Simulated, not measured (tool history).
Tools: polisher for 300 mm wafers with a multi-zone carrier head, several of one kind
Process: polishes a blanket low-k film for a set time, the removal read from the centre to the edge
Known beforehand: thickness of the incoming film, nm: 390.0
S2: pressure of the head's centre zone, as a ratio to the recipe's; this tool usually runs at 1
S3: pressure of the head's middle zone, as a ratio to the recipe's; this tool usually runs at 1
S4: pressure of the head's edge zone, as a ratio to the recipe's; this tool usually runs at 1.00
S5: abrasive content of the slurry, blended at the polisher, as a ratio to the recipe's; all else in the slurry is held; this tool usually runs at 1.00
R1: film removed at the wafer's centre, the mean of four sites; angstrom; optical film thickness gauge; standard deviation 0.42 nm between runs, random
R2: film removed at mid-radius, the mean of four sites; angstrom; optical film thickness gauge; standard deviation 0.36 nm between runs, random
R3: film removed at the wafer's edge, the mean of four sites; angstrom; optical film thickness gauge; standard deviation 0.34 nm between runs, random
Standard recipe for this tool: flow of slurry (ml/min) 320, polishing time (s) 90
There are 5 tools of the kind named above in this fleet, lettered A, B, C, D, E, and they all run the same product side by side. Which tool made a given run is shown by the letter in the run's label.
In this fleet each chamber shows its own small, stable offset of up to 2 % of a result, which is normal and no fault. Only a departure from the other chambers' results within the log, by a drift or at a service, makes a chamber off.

{"hour": 5.0, "done": "chamber E: worn pad replaced by a new one"}
{"run": "1B", "hour": 11.3, "flow of slurry (ml/min)": 320, "S2": 1, "S3": 1, "S4": 1.0, "S5": 1.0, "polishing time (s)": 90, "R1": 529.68, "R2": 538.45, "R3": 520.04}
{"run": "2D", "hour": 17.8, "flow of slurry (ml/min)": 320, "S2": 1, "S3": 1, "S4": 1.0, "S5": 1.0, "polishing time (s)": 90, "R1": 532.41, "R2": 535.81, "R3": 528.62}
{"run": "3A", "hour": 24.3, "flow of slurry (ml/min)": 320, "S2": 1, "S3": 1, "S4": 1.0, "S5": 1.0, "polishing time (s)": 90, "R1": 524.63, "R2": 526.79, "R3": 529.87}
{"hour": 25.4, "done": "chamber C: worn pad replaced by a new one"}
{"hour": 27.2, "done": "chamber C: centre zone pressure recalibrated"}
{"run": "4E", "hour": 35.0, "flow of slurry (ml/min)": 320, "S2": 1, "S3": 1, "S4": 1.0, "S5": 1.0, "polishing time (s)": 90, "R1": 533.57, "R2": 529.95, "R3": 526.34}
{"hour": 38.6, "done": "chamber B: worn pad replaced by a new one"}
{"run": "5C", "hour": 42.0, "flow of slurry (ml/min)": 320, "S2": 1, "S3": 1, "S4": 1.0, "S5": 1.0, "polishing time (s)": 90, "R1": 531.39, "R2": 530.39, "R3": 532.06}
{"run": "6A", "hour": 48.5, "flow of slurry (ml/min)": 320, "S2": 1, "S3": 1, "S4": 1.0, "S5": 1.0, "polishing time (s)": 90, "R1": 526.85, "R2": 529.74, "R3": 527.78}
{"run": "7B", "hour": 56.9, "flow of slurry (ml/min)": 390, "S2": 1, "S3": 1, "S4": 1.0, "S5": 1.0, "polishing time (s)": 90, "R1": 532.11, "R2": 541.99, "R3": 528.91}
{"hour": 58.4, "done": "chamber C: slurry nozzle cleaned"}
{"run": "8C", "hour": 62.8, "flow of slurry (ml/min)": 390, "S2": 1, "S3": 1, "S4": 1.0, "S5": 1.0, "polishing time (s)": 90, "R1": 543.53, "R2": 544.59, "R3": 534.68}
{"hour": 69.2, "done": "chamber A: centre zone pressure recalibrated"}
{"hour": 71.3, "done": "chamber B: slurry nozzle cleaned"}
{"hour": 73.4, "done": "chamber A: worn pad replaced by a new one"}
{"run": "9D", "hour": 73.4, "flow of slurry (ml/min)": 390, "S2": 1, "S3": 1, "S4": 1.0, "S5": 1.0, "polishing time (s)": 90, "R1": 534.2, "R2": 546.43, "R3": 538.12}
{"run": "10E", "hour": 80.3, "flow of slurry (ml/min)": 390, "S2": 1, "S3": 1, "S4": 1.0, "S5": 1.0, "polishing time (s)": 90, "R1": 545.95, "R2": 544.47, "R3": 532.4}
{"hour": 83.8, "done": "chamber E: worn pad replaced by a new one"}
{"run": "11C", "hour": 89.7, "flow of slurry (ml/min)": 390, "S2": 1, "S3": 1, "S4": 1.0, "S5": 1.0, "polishing time (s)": 90, "R1": 538.98, "R2": 541.47, "R3": 540.68}
{"run": "12B", "hour": 96.2, "flow of slurry (ml/min)": 320, "S2": 1, "S3": 1, "S4": 1.0, "S5": 1.0, "polishing time (s)": 90, "R1": 533.19, "R2": 535.94, "R3": 521.63}
{"run": "13E", "hour": 102.8, "flow of slurry (ml/min)": 320, "S2": 1, "S3": 1, "S4": 1.0, "S5": 1.1, "polishing time (s)": 90, "R1": 547.0, "R2": 554.14, "R3": 546.46}
{"hour": 104.5, "done": "chamber B: worn pad replaced by a new one"}
{"hour": 105.9, "done": "chamber C: worn pad replaced by a new one"}
{"hour": 108.4, "done": "chamber E: centre zone pressure recalibrated"}
{"run": "14A", "hour": 110.8, "flow of slurry (ml/min)": 320, "S2": 1, "S3": 1, "S4": 1.0, "S5": 1.1, "polishing time (s)": 90, "R1": 551.27, "R2": 556.09, "R3": 551.78}
{"run": "15D", "hour": 117.0, "flow of slurry (ml/min)": 320, "S2": 1, "S3": 1, "S4": 1.0, "S5": 1.1, "polishing time (s)": 90, "R1": 545.38, "R2": 546.3, "R3": 558.79}
{"run": "16B", "hour": 122.3, "flow of slurry (ml/min)": 320, "S2": 1, "S3": 1, "S4": 1.0, "S5": 1.1, "polishing time (s)": 90, "R1": 548.8, "R2": 558.12, "R3": 551.13}
{"run": "17A", "hour": 133.2, "flow of slurry (ml/min)": 320, "S2": 1, "S3": 1, "S4": 1.0, "S5": 1.1, "polishing time (s)": 90, "R1": 554.62, "R2": 552.67, "R3": 551.21}
{"hour": 133.4, "done": "chamber D: worn pad replaced by a new one"}
{"run": "18C", "hour": 138.8, "flow of slurry (ml/min)": 320, "S2": 1, "S3": 1, "S4": 1.0, "S5": 1.0, "polishing time (s)": 90, "R1": 532.18, "R2": 527.81, "R3": 528.96}
{"hour": 144.8, "done": "chamber A: worn pad replaced by a new one"}
{"run": "19D", "hour": 148.0, "flow of slurry (ml/min)": 320, "S2": 1, "S3": 1, "S4": 1.0, "S5": 1.0, "polishing time (s)": 90, "R1": 534.24, "R2": 532.67, "R3": 525.52}
{"run": "20E", "hour": 155.1, "flow of slurry (ml/min)": 320, "S2": 1, "S3": 1, "S4": 1.0, "S5": 1.0, "polishing time (s)": 90, "R1": 526.19, "R2": 531.41, "R3": 527.47}
{"hour": 161.1, "done": "chamber E: worn pad replaced by a new one"}
{"run": "21C", "hour": 162.8, "flow of slurry (ml/min)": 320, "S2": 1, "S3": 1, "S4": 1.0, "S5": 1.0, "polishing time (s)": 90, "R1": 533.5, "R2": 534.22, "R3": 527.98}
{"run": "22A", "hour": 172.3, "flow of slurry (ml/min)": 320, "S2": 1, "S3": 1, "S4": 1.0, "S5": 1.0, "polishing time (s)": 90, "R1": 526.93, "R2": 523.6, "R3": 535.47}
{"run": "23E", "hour": 179.9, "flow of slurry (ml/min)": 320, "S2": 1, "S3": 1, "S4": 1.0, "S5": 1.0, "polishing time (s)": 90, "R1": 531.03, "R2": 535.65, "R3": 535.95}
{"hour": 184.2, "done": "chamber B: worn pad replaced by a new one"}
{"hour": 184.3, "done": "chamber D: centre zone pressure recalibrated"}
{"run": "24D", "hour": 192.2, "flow of slurry (ml/min)": 320, "S2": 1, "S3": 1, "S4": 1.0, "S5": 1.0, "polishing time (s)": 90, "R1": 527.26, "R2": 528.75, "R3": 535.48}
{"run": "25B", "hour": 198.3, "flow of slurry (ml/min)": 320, "S2": 1, "S3": 1, "S4": 1.0, "S5": 0.75, "polishing time (s)": 90, "R1": 459.35, "R2": 462.68, "R3": 457.52}
{"hour": 201.0, "done": "chamber C: worn pad replaced by a new one"}
{"run": "26C", "hour": 206.8, "flow of slurry (ml/min)": 320, "S2": 1, "S3": 1, "S4": 1.0, "S5": 0.75, "polishing time (s)": 90, "R1": 462.24, "R2": 467.02, "R3": 465.91}
{"hour": 212.5, "done": "chamber A: worn pad replaced by a new one"}
{"run": "27A", "hour": 217.1, "flow of slurry (ml/min)": 320, "S2": 1, "S3": 1, "S4": 1.0, "S5": 0.75, "polishing time (s)": 90, "R1": 455.68, "R2": 461.75, "R3": 462.21}
{"run": "28E", "hour": 224.3, "flow of slurry (ml/min)": 320, "S2": 1, "S3": 1, "S4": 1.0, "S5": 0.75, "polishing time (s)": 90, "R1": 459.45, "R2": 462.01, "R3": 459.98}
{"hour": 233.7, "done": "chamber E: worn pad replaced by a new one"}
{"run": "29D", "hour": 235.5, "flow of slurry (ml/min)": 320, "S2": 1, "S3": 1, "S4": 1.0, "S5": 0.75, "polishing time (s)": 90, "R1": 466.0, "R2": 456.92, "R3": 457.18}
{"run": "30B", "hour": 243.9, "flow of slurry (ml/min)": 320, "S2": 1, "S3": 1, "S4": 1.0, "S5": 1.0, "polishing time (s)": 90, "R1": 527.95, "R2": 535.48, "R3": 521.32}
{"hour": 246.0, "done": "chamber D: edge zone pressure recalibrated"}
{"run": "31E", "hour": 250.4, "flow of slurry (ml/min)": 320, "S2": 1, "S3": 1, "S4": 1.0, "S5": 1.0, "polishing time (s)": 90, "R1": 534.69, "R2": 533.57, "R3": 527.12}
{"run": "32D", "hour": 258.1, "flow of slurry (ml/min)": 320, "S2": 1, "S3": 1, "S4": 1.0, "S5": 1.0, "polishing time (s)": 90, "R1": 524.75, "R2": 532.85, "R3": 530.35}
{"hour": 262.7, "done": "chamber B: edge zone pressure recalibrated"}
{"hour": 263.6, "done": "chamber B: worn pad replaced by a new one"}
{"run": "33C", "hour": 267.1, "flow of slurry (ml/min)": 320, "S2": 1, "S3": 1, "S4": 1.0, "S5": 1.0, "polishing time (s)": 90, "R1": 529.14, "R2": 531.04, "R3": 528.59}
{"hour": 272.1, "done": "chamber D: worn pad replaced by a new one"}
{"run": "34A", "hour": 273.9, "flow of slurry (ml/min)": 320, "S2": 1, "S3": 1, "S4": 1.0, "S5": 1.0, "polishing time (s)": 90, "R1": 526.57, "R2": 530.88, "R3": 526.31}
{"hour": 275.0, "done": "chamber A: worn pad replaced by a new one"}
{"run": "35B", "hour": 281.4, "flow of slurry (ml/min)": 320, "S2": 1, "S3": 1, "S4": 1.0, "S5": 1.0, "polishing time (s)": 90, "R1": 522.86, "R2": 533.83, "R3": 530.18}
{"hour": 291.1, "done": "chamber C: worn pad replaced by a new one"}
{"run": "36B", "hour": 292.8, "flow of slurry (ml/min)": 320, "S2": 1, "S3": 1, "S4": 1.0, "S5": 0.9, "polishing time (s)": 90, "R1": 501.24, "R2": 516.01, "R3": 492.41}
{"run": "37E", "hour": 301.8, "flow of slurry (ml/min)": 320, "S2": 1, "S3": 1, "S4": 1.0, "S5": 0.9, "polishing time (s)": 90, "R1": 506.0, "R2": 504.42, "R3": 506.72}
{"hour": 307.1, "done": "chamber A: slurry nozzle cleaned"}
{"hour": 307.3, "done": "chamber C: edge zone pressure recalibrated"}
{"hour": 313.2, "done": "chamber D: slurry nozzle cleaned"}
{"hour": 313.5, "done": "chamber E: worn pad replaced by a new one"}
{"run": "38D", "hour": 313.7, "flow of slurry (ml/min)": 320, "S2": 1, "S3": 1, "S4": 1.0, "S5": 0.9, "polishing time (s)": 90, "R1": 503.59, "R2": 502.43, "R3": 508.47}
{"run": "39A", "hour": 321.8, "flow of slurry (ml/min)": 320, "S2": 1, "S3": 1, "S4": 1.0, "S5": 0.9, "polishing time (s)": 90, "R1": 502.74, "R2": 510.93, "R3": 511.81}
{"run": "40C", "hour": 330.0, "flow of slurry (ml/min)": 320, "S2": 1, "S3": 1, "S4": 1.0, "S5": 0.9, "polishing time (s)": 90, "R1": 517.1, "R2": 504.82, "R3": 501.75}
{"run": "41E", "hour": 337.3, "flow of slurry (ml/min)": 320, "S2": 1, "S3": 1, "S4": 1.0, "S5": 1.0, "polishing time (s)": 90, "R1": 533.79, "R2": 533.3, "R3": 527.78}
{"run": "42C", "hour": 347.9, "flow of slurry (ml/min)": 320, "S2": 1, "S3": 1, "S4": 1.0, "S5": 1.0, "polishing time (s)": 90, "R1": 524.54, "R2": 535.41, "R3": 524.01}

Next, every chamber runs the same settings. What will each give?
{"run": "43A", "hour": 356.7, "flow of slurry (ml/min)": 320, "S2": 1, "S3": 1, "S4": 0.92, "S5": 1.0, "polishing time (s)": 90, "R1": "?", "R2": "?", "R3": "?"}
{"run": "43B", "hour": 356.7, "flow of slurry (ml/min)": 320, "S2": 1, "S3": 1, "S4": 0.92, "S5": 1.0, "polishing time (s)": 90, "R1": "?", "R2": "?", "R3": "?"}
{"run": "43C", "hour": 356.7, "flow of slurry (ml/min)": 320, "S2": 1, "S3": 1, "S4": 0.92, "S5": 1.0, "polishing time (s)": 90, "R1": "?", "R2": "?", "R3": "?"}
{"run": "43D", "hour": 356.7, "flow of slurry (ml/min)": 320, "S2": 1, "S3": 1, "S4": 0.92, "S5": 1.0, "polishing time (s)": 90, "R1": "?", "R2": "?", "R3": "?"}
{"run": "43E", "hour": 356.7, "flow of slurry (ml/min)": 320, "S2": 1, "S3": 1, "S4": 0.92, "S5": 1.0, "polishing time (s)": 90, "R1": "?", "R2": "?", "R3": "?"}

run=43A R1=530.48 R2=537.44 R3=505.55
run=43B R1=537.41 R2=535.09 R3=496.34
run=43C R1=528.22 R2=533.34 R3=503.00
run=43D R1=533.76 R2=532.91 R3=510.61
run=43E R1=526.65 R2=538.33 R3=509.74

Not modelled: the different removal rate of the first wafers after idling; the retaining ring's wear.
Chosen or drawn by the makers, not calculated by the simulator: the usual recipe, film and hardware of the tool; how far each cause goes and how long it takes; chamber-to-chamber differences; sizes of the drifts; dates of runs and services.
